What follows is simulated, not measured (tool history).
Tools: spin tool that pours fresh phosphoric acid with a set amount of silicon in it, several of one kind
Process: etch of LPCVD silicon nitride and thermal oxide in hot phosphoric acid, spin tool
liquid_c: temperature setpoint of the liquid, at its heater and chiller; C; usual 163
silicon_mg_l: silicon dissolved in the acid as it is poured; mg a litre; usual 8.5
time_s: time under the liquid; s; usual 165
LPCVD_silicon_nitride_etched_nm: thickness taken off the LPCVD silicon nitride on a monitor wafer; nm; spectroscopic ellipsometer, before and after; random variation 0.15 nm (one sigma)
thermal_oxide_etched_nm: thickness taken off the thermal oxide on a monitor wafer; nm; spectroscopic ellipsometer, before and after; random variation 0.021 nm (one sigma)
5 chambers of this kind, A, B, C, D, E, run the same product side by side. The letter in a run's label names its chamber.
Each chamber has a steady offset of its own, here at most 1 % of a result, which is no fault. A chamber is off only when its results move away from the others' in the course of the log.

run   hour  liquid_c  silicon_mg_l  time_s  read-back film thickness of the LPCVD silicon nitride reference wafer, read on the same gauge (nm)  read-back film thickness of the thermal oxide reference wafer, read on the same gauge (nm)  LPCVD_silicon_nitride_etched_nm  thermal_oxide_etched_nm
 1D    4.4       163           8.5     165                                                                                               49.96                                                                                      40.033                           15.415                  0.50659
 2E    8.7       163           8.5     165                                                                                              50.038                                                                                       40.07                           15.701                   0.4983
 3B   12.2       163           8.5     165                                                                                               50.02                                                                                      40.003                           15.254                  0.51737
 4C   16.1       163           8.5     165                                                                                              49.992                                                                                      39.978                           15.603                  0.47284
 5A   21.7       163           8.5     165                                                                                              50.034                                                                                      39.982                           15.186                  0.45095
 6B   25.6       163           8.5     165                                                                                              49.995                                                                                      39.969                            15.67                  0.48979
 7D   30.1       163           8.5     165                                                                                              49.974                                                                                      40.014                             15.5                  0.48466
 8C     34       163           8.5     165                                                                                              50.015                                                                                      40.021                           15.454                  0.52477
 9E   38.5       163          11.5     210                                                                                               50.02                                                                                      40.005                           19.755                  0.55883
10A   42.8       163          11.5     210                                                                                              49.958                                                                                      39.988                           19.367                   0.5867
11A   46.9       163          11.5     210                                                                                              50.005                                                                                      39.975                            19.87                  0.58587
12E     52       163          11.5     210                                                                                              49.977                                                                                      40.015                           19.644                  0.57525
13B   56.2       163          11.5     210                                                                                              50.007                                                                                      39.998                           19.799                  0.54347
14C     59       163           8.5     165                                                                                              49.983                                                                                      40.029                           15.518                  0.48965
15D   63.5       163           8.5     165                                                                                              49.988                                                                                      39.956                           15.136                  0.46439
16A     66       163           8.5     165                                                                                              49.981                                                                                      40.001                           15.618                  0.48465
17B   71.4       163           8.5     135                                                                                              50.005                                                                                      40.017                           12.684                  0.38859
18C   75.6       163           8.5     135                                                                                               49.98                                                                                      40.007                           12.776                  0.39475
19E   80.9       163           8.5     135                                                                                              49.986                                                                                      40.002                           12.567                  0.41391
20D   85.9       163           8.5     135                                                                                              49.974                                                                                      39.999                           12.704                  0.38616
21D   91.1       163           8.5     135                                                                                              50.011                                                                                      40.043                           12.783                  0.41323
      93.5  -- chamber D: dissolved silicon flow meter replaced
22E   96.4       163           8.5     165                                                                                              50.002                                                                                       39.97                           15.521                  0.49463
23A   98.9       163           8.5     165                                                                                              49.962                                                                                      40.041                           14.774                  0.45685
24C  102.7       163           8.5     165                                                                                              50.013                                                                                      39.996                           15.369                  0.48263
25B  105.2       163           8.5     165                                                                                              50.012                                                                                      39.985                           15.297                  0.49188
26A    108       163           8.5     165                                                                                              49.991                                                                                      40.027                           14.885                    0.411
27B  110.5       163           8.5     165                                                                                               49.98                                                                                      40.031                           15.344                  0.45516
28D  113.4       163           8.5     165                                                                                               50.01                                                                                      39.995                           15.441                  0.51558
29C  117.9       163           8.5     165                                                                                              49.953                                                                                      40.016                           15.402                  0.45914
30E  122.8       165           8.5     165                                                                                              50.016                                                                                      40.022                           16.487                  0.54774
31B  128.3       165           8.5     165                                                                                              50.042                                                                                      40.005                           16.622                  0.52297
32A  133.7       165           8.5     165                                                                                              50.023                                                                                      40.053                           15.333                  0.46881
33D  136.3       165           8.5     165                                                                                              49.983                                                                                      39.992                           16.692                   0.5625
34C  139.5       165           8.5     165                                                                                              50.008                                                                                      40.036                           16.544                  0.55881
35E  143.9       163           8.5     165                                                                                              49.989                                                                                      40.007                           15.763                  0.49553
36D  147.8       163           4.5     230                                                                                              50.015                                                                                          40                           21.417                  0.80641

What goes on in this fleet: one chamber off, a drifting gauge, or nothing beyond the chambers' own small offsets? Name the chamber and the cause, if any.

Chamber A drifts away from the others.
Cause: temperature lost on the way to the wafer (K) = 3.15.

Here are 4 candidates for chamber A's next run, each the usual settings with a change, their results left as question marks. Which one brings its results back in line with what the others give on the usual settings?
In line means no further than this from the other chambers' mean on the usual settings: LPCVD_silicon_nitride_etched_nm 0.52 nm; thermal_oxide_etched_nm 0.073 nm
37A-1  151.9       164             5     175                                                                                                                                                                                                                                ?                        ?
37A-2  151.9       162            12     155                                                                                                                                                                                                                                ?                        ?
37A-3  151.9     162.5            10     160                                                                                                                                                                                                                                ?                        ?
37A-4  151.9     163.5             7     170                                                                                                                                                                                                                                ?                        ?

The other chambers' mean on the usual settings: LPCVD_silicon_nitride_etched_nm 15.458 nm; thermal_oxide_etched_nm 0.48539 nm
  run  LPCVD_silicon_nitride_etched_nm  thermal_oxide_etched_nm
37A-1                           15.276                  0.47718
37A-2                           12.638                  0.31268
37A-3                           13.272                  0.35085
37A-4                           14.589                  0.42855
37A-1 brings the chamber back in line.

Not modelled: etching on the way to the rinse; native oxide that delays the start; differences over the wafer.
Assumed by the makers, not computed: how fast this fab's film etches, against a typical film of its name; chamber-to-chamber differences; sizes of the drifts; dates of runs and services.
